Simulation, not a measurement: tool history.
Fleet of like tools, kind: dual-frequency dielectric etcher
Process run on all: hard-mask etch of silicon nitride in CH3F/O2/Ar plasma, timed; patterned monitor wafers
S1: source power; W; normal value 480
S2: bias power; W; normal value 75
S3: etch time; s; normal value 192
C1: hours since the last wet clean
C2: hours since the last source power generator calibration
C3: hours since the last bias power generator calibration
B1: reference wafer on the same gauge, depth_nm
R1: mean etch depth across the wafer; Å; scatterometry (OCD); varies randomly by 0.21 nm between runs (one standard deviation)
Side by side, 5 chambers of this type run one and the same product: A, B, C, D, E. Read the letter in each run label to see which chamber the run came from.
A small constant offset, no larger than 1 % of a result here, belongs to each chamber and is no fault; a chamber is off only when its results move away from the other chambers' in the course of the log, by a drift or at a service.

-- hour=4.3 chamber C: wet clean of the chamber
run 1A hour=6.1 | S1=480 S2=75 S3=192 | C1=157.2 C2=2133.9 C3=4276.4 | B1=124 | R1=1455.9
run 2C hour=12.3 | S1=480 S2=75 S3=192 | C1=8.1 C2=152.3 C3=1837 | B1=124.05 | R1=1461.4
run 3E hour=18.2 | S1=480 S2=75 S3=192 | C1=563.9 C2=250.3 C3=2868 | B1=124.09 | R1=1460
run 4D hour=25.3 | S1=480 S2=75 S3=192 | C1=438 C2=2339.4 C3=1293.7 | B1=124.06 | R1=1457
run 5B hour=32 | S1=480 S2=75 S3=192 | C1=252.5 C2=2126.6 C3=2046.3 | B1=124.02 | R1=1453.4
run 6C hour=38.9 | S1=480 S2=75 S3=192 | C1=34.7 C2=178.9 C3=1863.6 | B1=124.08 | R1=1466.5
run 7B hour=46.1 | S1=370 S2=75 S3=192 | C1=266.6 C2=2140.7 C3=2060.4 | B1=124.16 | R1=1319.2
run 8D hour=51.9 | S1=370 S2=75 S3=192 | C1=464.6 C2=2366 C3=1320.3 | B1=124.13 | R1=1324.4
run 9A hour=57.5 | S1=370 S2=75 S3=192 | C1=208.6 C2=2185.3 C3=4327.8 | B1=124.19 | R1=1316.1
run 10E hour=64.2 | S1=370 S2=75 S3=192 | C1=609.9 C2=296.3 C3=2914 | B1=124.2 | R1=1326.7
run 11B hour=70.1 | S1=370 S2=75 S3=192 | C1=290.6 C2=2164.7 C3=2084.4 | B1=124.14 | R1=1317.3
run 12D hour=78.7 | S1=480 S2=75 S3=192 | C1=491.4 C2=2392.8 C3=1347.1 | B1=124.16 | R1=1458.9
run 13A hour=89.1 | S1=480 S2=75 S3=192 | C1=240.2 C2=2216.9 C3=4359.4 | B1=124.21 | R1=1461.1
run 14C hour=94.4 | S1=480 S2=75 S3=192 | C1=90.2 C2=234.4 C3=1919.1 | B1=124.22 | R1=1465.2
-- hour=98 chamber E: wet clean of the chamber
run 15E hour=100.4 | S1=480 S2=75 S3=192 | C1=2.5 C2=332.5 C3=2950.2 | B1=124.27 | R1=1464.3
run 16E hour=108.4 | S1=480 S2=75 S3=192 | C1=10.5 C2=340.5 C3=2958.2 | B1=124.32 | R1=1463.2
run 17A hour=113.4 | S1=480 S2=75 S3=192 | C1=264.5 C2=2241.2 C3=4383.7 | B1=124.33 | R1=1461.7
run 18C hour=123.3 | S1=480 S2=75 S3=192 | C1=119.1 C2=263.3 C3=1948 | B1=124.32 | R1=1469
run 19B hour=132.2 | S1=480 S2=75 S3=192 | C1=352.7 C2=2226.8 C3=2146.5 | B1=124.33 | R1=1456.1
run 20D hour=140 | S1=570 S2=91 S3=192 | C1=552.7 C2=2454.1 C3=1408.4 | B1=124.42 | R1=1665.9
run 21B hour=145.8 | S1=570 S2=91 S3=192 | C1=366.3 C2=2240.4 C3=2160.1 | B1=124.37 | R1=1662.7
run 22C hour=151.7 | S1=570 S2=91 S3=192 | C1=147.5 C2=291.7 C3=1976.4 | B1=124.47 | R1=1676
run 23A hour=161.3 | S1=570 S2=91 S3=192 | C1=312.4 C2=2289.1 C3=4431.6 | B1=124.43 | R1=1668.9
run 24E hour=169.7 | S1=570 S2=91 S3=192 | C1=71.8 C2=401.8 C3=3019.5 | B1=124.43 | R1=1667.8
run 25D hour=176.9 | S1=480 S2=75 S3=192 | C1=589.6 C2=2491 C3=1445.3 | B1=124.42 | R1=1462.2
run 26E hour=181.9 | S1=390 S2=75 S3=153.5 | C1=84 C2=414 C3=3031.7 | B1=124.49 | R1=1084.2
run 27A hour=187.3 | S1=390 S2=75 S3=153.5 | C1=338.4 C2=2315.1 C3=4457.6 | B1=124.5 | R1=1077.1
run 28C hour=196.5 | S1=390 S2=75 S3=153.5 | C1=192.3 C2=336.5 C3=2021.2 | B1=124.51 | R1=1087.5
run 29D hour=202.8 | S1=390 S2=75 S3=153.5 | C1=615.5 C2=2516.9 C3=1471.2 | B1=124.52 | R1=1081.6
run 30B hour=208 | S1=390 S2=75 S3=153.5 | C1=428.5 C2=2302.6 C3=2222.3 | B1=124.58 | R1=1078.1
run 31B hour=215.6 | S1=480 S2=75 S3=192 | C1=436.1 C2=2310.2 C3=2229.9 | B1=124.54 | R1=1460.9
run 32E hour=223.1 | S1=480 S2=75 S3=192 | C1=125.2 C2=455.2 C3=3072.9 | B1=124.63 | R1=1467.8
run 33C hour=229.2 | S1=480 S2=75 S3=192 | C1=225 C2=369.2 C3=2053.9 | B1=124.54 | R1=1471.7
run 34A hour=237.2 | S1=480 S2=75 S3=192 | C1=388.3 C2=2365 C3=4507.5 | B1=124.64 | R1=1465.9
run 35D hour=245.1 | S1=480 S2=75 S3=192 | C1=657.8 C2=2559.2 C3=1513.5 | B1=124.68 | R1=1460.5
run 36C hour=253.6 | S1=480 S2=75 S3=192 | C1=249.4 C2=393.6 C3=2078.3 | B1=124.64 | R1=1471.7
run 37B hour=263.4 | S1=480 S2=75 S3=192 | C1=483.9 C2=2358 C3=2277.7 | B1=124.72 | R1=1460.1
run 38A hour=273.7 | S1=480 S2=75 S3=192 | C1=424.8 C2=2401.5 C3=4544 | B1=124.72 | R1=1464.4

What goes on in this fleet: one chamber off, a drifting gauge, or nothing beyond the chambers' own small offsets? Name the chamber and the cause, if any.

Every chamber seems to shift together because the gauge that measures them all drifts; the chambers themselves are fine.
What lies behind it: gauge reads high (%) = 0.595.

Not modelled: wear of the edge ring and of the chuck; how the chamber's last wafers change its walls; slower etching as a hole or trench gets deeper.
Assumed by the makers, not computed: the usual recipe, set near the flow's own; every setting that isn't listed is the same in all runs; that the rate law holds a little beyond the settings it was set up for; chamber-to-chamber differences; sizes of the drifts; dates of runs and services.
